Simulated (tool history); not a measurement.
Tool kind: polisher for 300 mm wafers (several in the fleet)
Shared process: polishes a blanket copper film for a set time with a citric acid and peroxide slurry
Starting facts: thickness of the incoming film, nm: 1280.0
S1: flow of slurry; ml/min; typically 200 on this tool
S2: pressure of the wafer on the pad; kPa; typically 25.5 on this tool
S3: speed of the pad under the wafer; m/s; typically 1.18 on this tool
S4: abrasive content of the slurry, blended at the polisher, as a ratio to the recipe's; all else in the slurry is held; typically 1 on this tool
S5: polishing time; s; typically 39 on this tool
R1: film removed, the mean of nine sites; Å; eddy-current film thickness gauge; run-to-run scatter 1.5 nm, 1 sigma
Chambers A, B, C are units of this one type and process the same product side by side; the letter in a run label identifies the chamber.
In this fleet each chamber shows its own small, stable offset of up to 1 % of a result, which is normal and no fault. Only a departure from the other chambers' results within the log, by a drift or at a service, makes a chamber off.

Run 1C, day 0.525: usual settings. Result: R1 1091.8 Å.
Run 2A, day 0.862: usual settings. Result: R1 1089.1 Å.
Run 3B, day 1.321: usual settings. Result: R1 1105.6 Å.
At day 1.4: chamber C: head pressure recalibrated.
At day 1.538: chamber C: worn pad replaced by a new one.
Run 4C, day 1.883: usual settings. Result: R1 1100.2 Å.
Run 5A, day 2.525: usual settings. Result: R1 1079 Å.
At day 2.679: chamber A: worn pad replaced by a new one.
Run 6B, day 3.017: usual settings. Result: R1 1132.7 Å.
Run 7A, day 3.442: usual settings but S1 260 ml/min. Result: R1 1143.9 Å.
At day 3.704: chamber B: worn pad replaced by a new one.
Run 8C, day 3.938: usual settings but S1 260 ml/min. Result: R1 1098.3 Å.
At day 4.262: chamber A: slurry blender recalibrated.
Run 9B, day 4.267: usual settings but S1 260 ml/min. Result: R1 1154.5 Å.
At day 4.279: chamber C: slurry nozzle cleaned.
Run 10C, day 4.846: usual settings but S2 31 kPa. Result: R1 1265.8 Å.
At day 4.938: chamber C: worn pad replaced by a new one.
Run 11B, day 5.358: usual settings but S2 31 kPa. Result: R1 1361.4 Å.
Run 12A, day 5.85: usual settings but S2 31 kPa. Result: R1 1341 Å.
Run 13B, day 6.279: usual settings. Result: R1 1139.5 Å.
At day 6.3: chamber A: worn pad replaced by a new one.
Run 14C, day 6.942: usual settings. Result: R1 1059.1 Å.
At day 7.021: chamber B: worn pad replaced by a new one.
Run 15A, day 7.546: usual settings. Result: R1 1115.1 Å.
Run 16A, day 8.212: usual settings. Result: R1 1086.4 Å.
At day 8.279: chamber C: worn pad replaced by a new one.
Run 17C, day 8.579: usual settings. Result: R1 1055.8 Å.
Run 18B, day 9.233: usual settings. Result: R1 1102.9 Å.
At day 9.35: chamber A: worn pad replaced by a new one.
Run 19A, day 9.567: usual settings. Result: R1 1107.3 Å.
Run 20C, day 10.108: usual settings. Result: R1 1062.3 Å.
At day 10.238: chamber B: slurry blender recalibrated.
At day 10.442: chamber B: worn pad replaced by a new one.
Run 21B, day 10.45: usual settings. Result: R1 1108.7 Å.
Run 22A, day 10.817: usual settings. Result: R1 1129.3 Å.
Run 23B, day 11.262: usual settings. Result: R1 1123.5 Å.
Run 24C, day 11.929: usual settings. Result: R1 1052.7 Å.
At day 11.946: chamber C: worn pad replaced by a new one.
At day 12.438: chamber A: worn pad replaced by a new one.
Run 25A, day 12.608: usual settings. Result: R1 1077.7 Å.
Run 26B, day 13.246: usual settings. Result: R1 1126.5 Å.
Run 27C, day 13.792: usual settings. Result: R1 1019.7 Å.
At day 14.05: chamber A: slurry blender recalibrated.
At day 14.192: chamber B: worn pad replaced by a new one.
Run 28A, day 14.458: usual settings. Result: R1 1088.2 Å.
Run 29B, day 15.092: usual settings. Result: R1 1103.6 Å.
Run 30C, day 15.617: usual settings but S1 240 ml/min, S5 49 s. Result: R1 1311.7 Å.
At day 15.979: chamber A: slurry nozzle cleaned.
At day 15.983: chamber C: worn pad replaced by a new one.
At day 16.121: chamber A: worn pad replaced by a new one.
Run 31A, day 16.138: usual settings but S1 240 ml/min, S5 49 s. Result: R1 1420.3 Å.
Run 32C, day 16.658: usual settings but S1 240 ml/min, S5 49 s. Result: R1 1309 Å.
Run 33B, day 16.962: usual settings. Result: R1 1104.1 Å.
Run 34B, day 17.617: usual settings. Result: R1 1105 Å.

One chamber off, gauge drift, or nothing amiss beyond the chambers' own small offsets? If it is a chamber, which one, and what is the likeliest cause?

It is chamber C that slowly wanders off from its peers.
Likeliest cause: abrasive missing from the slurry, % = 29.
The log may not tell that from: head's pressure below its setpoint, %.

Here are 4 candidates for chamber C's next run, each the usual settings with a change, their results left as question marks. Which one brings its results back in line with what the others give on the usual settings?
In-line tolerance around the mean of the other chambers on the usual settings: R1 53 Å
Run 35C-1, day 18.117: usual settings but S3 1.14 m/s, S5 37 s. Result: R1 ?.
Run 35C-2, day 18.117: usual settings but S1 195 ml/min, S3 0.98 m/s, S4 0.95. Result: R1 ?.
Run 35C-3, day 18.117: usual settings but S3 1.24 m/s, S5 41 s. Result: R1 ?.
Run 35C-4, day 18.117: usual settings but S2 26.9 kPa, S3 1.26 m/s, S5 41 s. Result: R1 ?.

Other chambers, usual settings, mean: R1 1113.2 Å
  run      R1
35C-1  945.04
35C-2  848.89
35C-3  1136.1
35C-4  1216.2
35C-3 brings the chamber back in line.

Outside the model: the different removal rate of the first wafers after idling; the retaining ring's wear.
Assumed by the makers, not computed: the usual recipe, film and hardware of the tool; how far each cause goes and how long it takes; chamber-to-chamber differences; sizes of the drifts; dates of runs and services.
